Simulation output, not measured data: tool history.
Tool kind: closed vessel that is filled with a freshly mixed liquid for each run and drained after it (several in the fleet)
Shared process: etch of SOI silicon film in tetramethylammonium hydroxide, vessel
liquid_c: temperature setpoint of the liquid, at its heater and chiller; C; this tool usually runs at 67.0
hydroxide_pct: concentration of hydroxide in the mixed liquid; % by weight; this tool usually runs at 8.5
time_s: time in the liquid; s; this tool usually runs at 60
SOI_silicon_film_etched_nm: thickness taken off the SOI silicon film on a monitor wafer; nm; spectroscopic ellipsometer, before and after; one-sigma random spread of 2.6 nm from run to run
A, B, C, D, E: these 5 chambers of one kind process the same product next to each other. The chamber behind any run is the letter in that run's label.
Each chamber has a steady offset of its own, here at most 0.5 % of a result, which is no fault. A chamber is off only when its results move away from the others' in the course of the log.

| run | hour | liquid_c | hydroxide_pct | time_s | read-back film thickness of the SOI silicon film reference wafer, read on the same gauge (nm) | SOI_silicon_film_etched_nm |
|---|---|---|---|---|---|---|
| 1E | 2.8 | 67.0 | 8.5 | 60 | 100.000 | 378.96 |
| 2D | 6.9 | 67.0 | 8.5 | 60 | 99.973 | 378.23 |
| 3B | 9.9 | 67.0 | 8.5 | 60 | 99.999 | 376.63 |
| 4A | 15.6 | 67.0 | 8.5 | 60 | 100.000 | 376.44 |
| 5C | 20.6 | 67.0 | 8.5 | 60 | 100.030 | 372.41 |
| 6B | 25.2 | 67.0 | 8.5 | 60 | 100.010 | 377.64 |
| 7E | 31.2 | 67.0 | 8.5 | 60 | 99.971 | 376.80 |
| 8D | 35.4 | 67.0 | 8.5 | 60 | 100.030 | 374.02 |
| 9C | 38.1 | 72.5 | 8.5 | 45 | 100.010 | 386.80 |
| 10A | 43.4 | 72.5 | 8.5 | 45 | 100.010 | 396.62 |
| 11C | 47.4 | 72.5 | 8.5 | 45 | 99.987 | 387.53 |
| 12E | 52.8 | 72.5 | 8.5 | 45 | 100.000 | 392.72 |
| 13D | 57.7 | 72.5 | 8.5 | 45 | 99.983 | 387.69 |
| 14A | 62.7 | 67.0 | 8.5 | 60 | 100.010 | 380.46 |
| 15B | 68.0 | 67.0 | 8.5 | 60 | 100.020 | 376.26 |
| 16E | 73.6 | 67.0 | 8.5 | 60 | 99.977 | 374.24 |
| 17C | 79.2 | 67.0 | 8.5 | 60 | 99.967 | 370.86 |
| 18A | 84.1 | 60.0 | 8.5 | 60 | 99.998 | 246.53 |
| 19D | 87.1 | 60.0 | 8.5 | 60 | 99.980 | 242.62 |
| 20B | 91.9 | 60.0 | 8.5 | 60 | 100.020 | 244.30 |
| 21E | 94.5 | 60.0 | 8.5 | 60 | 100.010 | 248.60 |
| 22A | 99.7 | 60.0 | 8.5 | 60 | 99.986 | 246.90 |
| 23B | 103.0 | 67.0 | 8.5 | 60 | 100.020 | 375.51 |
| 24C | 106.0 | 67.0 | 8.5 | 60 | 99.996 | 366.57 |
| 25D | 110.2 | 73.0 | 8.5 | 50 | 99.990 | 446.70 |
| 26E | 115.2 | 73.0 | 8.5 | 50 | 99.990 | 443.66 |
| 27D | 120.2 | 73.0 | 8.5 | 50 | 100.040 | 447.80 |
| 28C | 123.0 | 73.0 | 8.5 | 50 | 100.030 | 427.39 |
| 29B | 125.7 | 73.0 | 8.5 | 50 | 100.010 | 442.97 |
| 30A | 130.1 | 67.0 | 8.5 | 60 | 100.010 | 382.41 |
| 31E | 134.0 | 67.0 | 8.5 | 60 | 100.040 | 380.17 |
| 32C | 136.8 | 67.0 | 8.5 | 60 | 100.010 | 366.39 |
| 33D | 140.5 | 67.0 | 8.5 | 60 | 99.970 | 370.22 |
| 34B | 144.5 | 67.0 | 8.5 | 60 | 100.030 | 377.26 |
| 35A | 148.6 | 67.0 | 8.5 | 60 | 100.010 | 375.61 |
| 36E | 151.8 | 67.0 | 6.0 | 60 | 99.948 | 415.93 |

Read the log: is a single chamber off, either drifting away or since a service, is the gauge that measures every chamber drifting, or is nothing wrong beyond small per-chamber offsets? Name any odd chamber and what most likely caused it.

Little by little, chamber C moves away from the other chambers.
Likeliest cause: liquid colder than its thermometer reads (K) = 0.751.
The log might look much the same if the cause were instead: hydroxide flow above the setpoint (%).

Chamber C could run next with any of the 4 candidate recipes listed below; each alters the usual settings, and their results appear as question marks. Which one brings its results back in line with what the other chambers deliver on the usual settings?
To be in line, a result may differ from the other chambers' mean on the usual settings by at most: SOI_silicon_film_etched_nm 9.20 nm
| 37C-1 | 156.0 | 67.0 | 9.5 | 60 |  | ? |
| 37C-2 | 156.0 | 68.5 | 8.5 | 60 |  | ? |
| 37C-3 | 156.0 | 67.0 | 11.0 | 60 |  | ? |
| 37C-4 | 156.0 | 67.0 | 7.5 | 60 |  | ? |

What the other chambers average on the usual settings: SOI_silicon_film_etched_nm 376.23 nm
| run | SOI_silicon_film_etched_nm |
|---|---|
| 37C-1 | 346.17 |
| 37C-2 | 393.65 |
| 37C-3 | 328.39 |
| 37C-4 | 374.50 |
Change 37C-4 lands the chamber within the allowed miss of the other chambers.
